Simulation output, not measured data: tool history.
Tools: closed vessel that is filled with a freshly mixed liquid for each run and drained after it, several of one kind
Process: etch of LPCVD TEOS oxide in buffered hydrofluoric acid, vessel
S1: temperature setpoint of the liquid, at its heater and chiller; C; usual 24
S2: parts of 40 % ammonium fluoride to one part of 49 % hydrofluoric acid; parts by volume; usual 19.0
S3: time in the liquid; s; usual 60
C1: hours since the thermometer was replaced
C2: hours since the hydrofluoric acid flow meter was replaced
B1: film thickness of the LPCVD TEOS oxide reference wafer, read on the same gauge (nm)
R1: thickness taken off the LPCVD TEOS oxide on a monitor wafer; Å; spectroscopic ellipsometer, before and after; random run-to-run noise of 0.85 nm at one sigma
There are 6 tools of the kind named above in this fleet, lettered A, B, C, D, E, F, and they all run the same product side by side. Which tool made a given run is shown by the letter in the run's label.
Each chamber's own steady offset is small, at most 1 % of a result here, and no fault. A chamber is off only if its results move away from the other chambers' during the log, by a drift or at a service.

{"run": "1C", "hour": 5.3, "S1": 24, "S2": 19.0, "S3": 60, "C1": 359.1, "C2": 32.1, "B1": 90.023, "R1": 1020.8}
{"run": "2B", "hour": 14.5, "S1": 24, "S2": 19.0, "S3": 60, "C1": 745.0, "C2": 1009.2, "B1": 90.002, "R1": 1025.7}
{"run": "3A", "hour": 24.2, "S1": 24, "S2": 19.0, "S3": 60, "C1": 884.9, "C2": 1469.0, "B1": 89.987, "R1": 1009.9}
{"run": "4F", "hour": 31.6, "S1": 24, "S2": 19.0, "S3": 60, "C1": 260.1, "C2": 90.6, "B1": 90.029, "R1": 997.85}
{"run": "5D", "hour": 37.3, "S1": 24, "S2": 19.0, "S3": 60, "C1": 2146.0, "C2": 377.2, "B1": 90.026, "R1": 992.38}
{"run": "6E", "hour": 45.1, "S1": 22, "S2": 15.5, "S3": 60, "C1": 458.0, "C2": 529.4, "B1": 90.008, "R1": 1099.0}
{"run": "7A", "hour": 52.2, "S1": 22, "S2": 15.5, "S3": 60, "C1": 912.9, "C2": 1497.0, "B1": 89.988, "R1": 1093.9}
{"run": "8C", "hour": 58.2, "S1": 22, "S2": 15.5, "S3": 60, "C1": 412.0, "C2": 85.0, "B1": 90.012, "R1": 1086.7}
{"run": "9E", "hour": 63.0, "S1": 22, "S2": 15.5, "S3": 60, "C1": 475.9, "C2": 547.3, "B1": 90.015, "R1": 1106.4}
{"run": "10D", "hour": 68.1, "S1": 22, "S2": 15.5, "S3": 60, "C1": 2176.8, "C2": 408.0, "B1": 90.015, "R1": 1106.0}
{"run": "11F", "hour": 75.8, "S1": 22, "S2": 15.5, "S3": 60, "C1": 304.3, "C2": 134.8, "B1": 90.02, "R1": 1115.2}
{"run": "12B", "hour": 84.0, "S1": 24, "S2": 19.0, "S3": 60, "C1": 814.5, "C2": 1078.7, "B1": 89.972, "R1": 1007.5}
{"run": "13E", "hour": 93.2, "S1": 24, "S2": 19.0, "S3": 60, "C1": 506.1, "C2": 577.5, "B1": 89.974, "R1": 1028.7}
{"run": "14B", "hour": 103.2, "S1": 24, "S2": 19.0, "S3": 60, "C1": 833.7, "C2": 1097.9, "B1": 90.0, "R1": 1013.4}
{"run": "15A", "hour": 109.3, "S1": 24, "S2": 19.0, "S3": 60, "C1": 970.0, "C2": 1554.1, "B1": 90.022, "R1": 995.67}
{"run": "16F", "hour": 116.8, "S1": 24, "S2": 19.0, "S3": 60, "C1": 345.3, "C2": 175.8, "B1": 90.009, "R1": 1007.8}
{"run": "17D", "hour": 122.6, "S1": 24, "S2": 19.0, "S3": 60, "C1": 2231.3, "C2": 462.5, "B1": 90.016, "R1": 992.25}
{"run": "18C", "hour": 128.2, "S1": 24, "S2": 19.0, "S3": 60, "C1": 482.0, "C2": 155.0, "B1": 89.981, "R1": 1015.0}
{"run": "19E", "hour": 136.0, "S1": 24, "S2": 19.0, "S3": 60, "C1": 548.9, "C2": 620.3, "B1": 90.017, "R1": 1001.5}
{"run": "20A", "hour": 145.0, "S1": 24, "S2": 19.0, "S3": 60, "C1": 1005.7, "C2": 1589.8, "B1": 89.979, "R1": 982.89}
{"run": "21D", "hour": 150.7, "S1": 24, "S2": 19.0, "S3": 60, "C1": 2259.4, "C2": 490.6, "B1": 90.003, "R1": 1008.0}
{"run": "22F", "hour": 158.8, "S1": 24, "S2": 19.0, "S3": 60, "C1": 387.3, "C2": 217.8, "B1": 89.98, "R1": 1005.1}
{"run": "23B", "hour": 165.2, "S1": 24, "S2": 19.0, "S3": 60, "C1": 895.7, "C2": 1159.9, "B1": 90.005, "R1": 1020.9}
{"hour": 174.3, "done": "chamber E: thermometer replaced"}
{"run": "24C", "hour": 175.9, "S1": 24, "S2": 19.0, "S3": 60, "C1": 529.7, "C2": 202.7, "B1": 90.024, "R1": 1013.8}
{"run": "25B", "hour": 184.9, "S1": 24, "S2": 19.0, "S3": 60, "C1": 915.4, "C2": 1179.6, "B1": 89.979, "R1": 1015.8}
{"run": "26C", "hour": 191.6, "S1": 24, "S2": 19.0, "S3": 60, "C1": 545.4, "C2": 218.4, "B1": 89.983, "R1": 1013.5}
{"run": "27E", "hour": 201.9, "S1": 24, "S2": 19.0, "S3": 60, "C1": 27.6, "C2": 686.2, "B1": 90.016, "R1": 1007.7}
{"hour": 206.1, "done": "chamber D: hydrofluoric acid flow meter replaced"}
{"run": "28F", "hour": 209.3, "S1": 24, "S2": 19.0, "S3": 60, "C1": 437.8, "C2": 268.3, "B1": 90.01, "R1": 1010.2}
{"run": "29A", "hour": 218.3, "S1": 24, "S2": 19.0, "S3": 60, "C1": 1079.0, "C2": 1663.1, "B1": 90.033, "R1": 966.73}
{"run": "30D", "hour": 223.1, "S1": 24, "S2": 19.0, "S3": 60, "C1": 2331.8, "C2": 17.1, "B1": 89.996, "R1": 1000.3}
{"run": "31F", "hour": 232.6, "S1": 24, "S2": 19.0, "S3": 60, "C1": 461.1, "C2": 291.6, "B1": 89.986, "R1": 1004.2}
{"run": "32C", "hour": 240.3, "S1": 24, "S2": 19.0, "S3": 60, "C1": 594.1, "C2": 267.1, "B1": 89.983, "R1": 999.89}
{"run": "33B", "hour": 248.6, "S1": 24, "S2": 19.0, "S3": 60, "C1": 979.1, "C2": 1243.3, "B1": 89.996, "R1": 1016.9}
{"run": "34D", "hour": 258.4, "S1": 24, "S2": 19.0, "S3": 60, "C1": 2367.1, "C2": 52.4, "B1": 89.984, "R1": 1006.5}
{"run": "35A", "hour": 265.5, "S1": 24, "S2": 19.0, "S3": 60, "C1": 1126.2, "C2": 1710.3, "B1": 90.011, "R1": 933.53}
{"run": "36E", "hour": 276.0, "S1": 24, "S2": 19.0, "S3": 60, "C1": 101.7, "C2": 760.3, "B1": 90.008, "R1": 1022.6}
{"run": "37F", "hour": 286.4, "S1": 24, "S2": 19.0, "S3": 60, "C1": 514.9, "C2": 345.4, "B1": 90.023, "R1": 1012.2}
{"run": "38D", "hour": 296.5, "S1": 26, "S2": 19.0, "S3": 30, "C1": 2405.2, "C2": 90.5, "B1": 90.028, "R1": 550.27}
{"run": "39E", "hour": 303.0, "S1": 26, "S2": 19.0, "S3": 30, "C1": 128.7, "C2": 787.3, "B1": 89.997, "R1": 559.19}
{"run": "40B", "hour": 309.6, "S1": 26, "S2": 19.0, "S3": 30, "C1": 1040.1, "C2": 1304.3, "B1": 89.983, "R1": 566.6}
{"run": "41A", "hour": 317.6, "S1": 26, "S2": 19.0, "S3": 30, "C1": 1178.3, "C2": 1762.4, "B1": 90.004, "R1": 508.66}
{"run": "42C", "hour": 328.0, "S1": 26, "S2": 19.0, "S3": 30, "C1": 681.8, "C2": 354.8, "B1": 89.982, "R1": 567.38}

The same settings go to every chamber for the next run, one line per chamber below. Forecast the results for each:
{"run": "43A", "hour": 335.7, "S1": 24, "S2": 12.0, "S3": 60, "R1": "?"}
{"run": "43B", "hour": 335.7, "S1": 24, "S2": 12.0, "S3": 60, "R1": "?"}
{"run": "43C", "hour": 335.7, "S1": 24, "S2": 12.0, "S3": 60, "R1": "?"}
{"run": "43D", "hour": 335.7, "S1": 24, "S2": 12.0, "S3": 60, "R1": "?"}
{"run": "43E", "hour": 335.7, "S1": 24, "S2": 12.0, "S3": 60, "R1": "?"}
{"run": "43F", "hour": 335.7, "S1": 24, "S2": 12.0, "S3": 60, "R1": "?"}

run=43A R1=1420.70
run=43B R1=1601.50
run=43C R1=1579.80
run=43D R1=1593.10
run=43E R1=1599.20
run=43F R1=1554.50

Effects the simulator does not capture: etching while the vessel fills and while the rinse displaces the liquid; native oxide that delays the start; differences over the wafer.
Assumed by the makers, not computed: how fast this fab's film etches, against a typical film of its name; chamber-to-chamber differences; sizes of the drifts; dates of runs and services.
